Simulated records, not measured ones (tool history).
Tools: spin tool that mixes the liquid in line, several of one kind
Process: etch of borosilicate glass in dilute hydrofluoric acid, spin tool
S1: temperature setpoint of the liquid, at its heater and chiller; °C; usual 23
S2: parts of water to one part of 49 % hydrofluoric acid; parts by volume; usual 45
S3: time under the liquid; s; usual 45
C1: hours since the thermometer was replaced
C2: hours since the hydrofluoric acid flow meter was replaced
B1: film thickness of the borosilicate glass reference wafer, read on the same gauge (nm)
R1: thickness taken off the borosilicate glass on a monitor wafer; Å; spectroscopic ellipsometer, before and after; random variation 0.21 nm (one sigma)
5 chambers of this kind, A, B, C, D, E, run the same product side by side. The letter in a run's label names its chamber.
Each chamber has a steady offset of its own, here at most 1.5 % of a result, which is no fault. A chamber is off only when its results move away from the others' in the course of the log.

| run | hour | S1 | S2 | S3 | C1 | C2 | B1 | R1 |
|---|---|---|---|---|---|---|---|---|
| 1C | 6.2 | 23 | 45 | 45 | 795.9 | 626.7 | 89.976 | 227.56 |
| 2D | 14.3 | 23 | 45 | 45 | 490.2 | 731.4 | 90.007 | 232.97 |
| 3B | 20.2 | 23 | 45 | 45 | 24.5 | 303.2 | 90.002 | 229.93 |
| 4E | 25.9 | 23 | 45 | 45 | 1315.8 | 106.0 | 90.022 | 229.97 |
| 5A | 31.3 | 23 | 45 | 45 | 733.1 | 761.3 | 90.016 | 228.10 |
| 6B | 35.0 | 23 | 45 | 45 | 39.3 | 318.0 | 89.994 | 231.15 |
| 7E | 39.6 | 23 | 45 | 45 | 1329.5 | 119.7 | 90.011 | 231.04 |
| 8A | 45.3 | 23 | 45 | 45 | 747.1 | 775.3 | 89.992 | 227.39 |
| 9D | 49.4 | 23 | 45 | 45 | 525.3 | 766.5 | 89.991 | 230.54 |
| 10C | 55.1 | 23 | 45 | 45 | 844.8 | 675.6 | 89.972 | 230.05 |
| 11B | 62.3 | 23 | 45 | 45 | 66.6 | 345.3 | 89.987 | 230.90 |
| 12C | 69.2 | 23 | 45 | 45 | 858.9 | 689.7 | 89.988 | 226.84 |
| 13D | 74.1 | 23 | 45 | 45 | 550.0 | 791.2 | 89.989 | 230.96 |
| 14E | 82.3 | 23 | 45 | 45 | 1372.2 | 162.4 | 89.988 | 227.73 |
| 15A | 86.8 | 23 | 45 | 45 | 788.6 | 816.8 | 89.992 | 226.84 |
| 16C | 94.4 | 23 | 45 | 45 | 884.1 | 714.9 | 90.001 | 230.32 |
| 17E | 98.2 | 23 | 45 | 45 | 1388.1 | 178.3 | 89.998 | 231.78 |
| 18D | 105.5 | 23 | 45 | 45 | 581.4 | 822.6 | 89.962 | 228.47 |
| 19A | 110.8 | 19 | 45 | 65 | 812.6 | 840.8 | 89.973 | 276.17 |
| 20B | 115.9 | 19 | 45 | 65 | 120.2 | 398.9 | 89.972 | 280.78 |
| 21D | 121.6 | 19 | 45 | 65 | 597.5 | 838.7 | 90.013 | 278.05 |
| 22B | 125.5 | 19 | 45 | 65 | 129.8 | 408.5 | 89.999 | 280.93 |
| 23A | 130.1 | 19 | 45 | 65 | 831.9 | 860.1 | 89.998 | 274.38 |
| 24C | 133.7 | 23 | 45 | 45 | 923.4 | 754.2 | 89.965 | 230.44 |
| 25E | 139.1 | 23 | 45 | 45 | 1429.0 | 219.2 | 90.020 | 227.56 |
| 26E | 143.3 | 23 | 45 | 45 | 1433.2 | 223.4 | 89.997 | 230.34 |
|  | 146.2 | chamber C: thermometer replaced |
| 27C | 147.1 | 23 | 45 | 45 | 1.0 | 767.6 | 90.007 | 229.59 |
| 28D | 155.0 | 23 | 45 | 45 | 630.9 | 872.1 | 89.967 | 229.66 |
| 29B | 161.2 | 23 | 45 | 45 | 165.5 | 444.2 | 89.990 | 231.15 |
| 30A | 166.7 | 23 | 45 | 45 | 868.5 | 896.7 | 90.007 | 226.50 |
| 31E | 171.0 | 23 | 45 | 45 | 1460.9 | 251.1 | 89.952 | 229.79 |
| 32D | 178.6 | 23 | 45 | 45 | 654.5 | 895.7 | 90.022 | 230.92 |
| 33B | 185.4 | 23 | 45 | 45 | 189.7 | 468.4 | 90.025 | 231.55 |
| 34C | 193.6 | 23 | 45 | 25 | 47.5 | 814.1 | 90.003 | 126.66 |
| 35A | 200.2 | 23 | 45 | 25 | 902.0 | 930.2 | 90.007 | 126.10 |

Is one chamber off against the others, does the gauge drift, or is nothing wrong? If a chamber is off, say which, and what the likeliest cause is.

No chamber stands off beyond its own small offset, and the gauge holds steady.
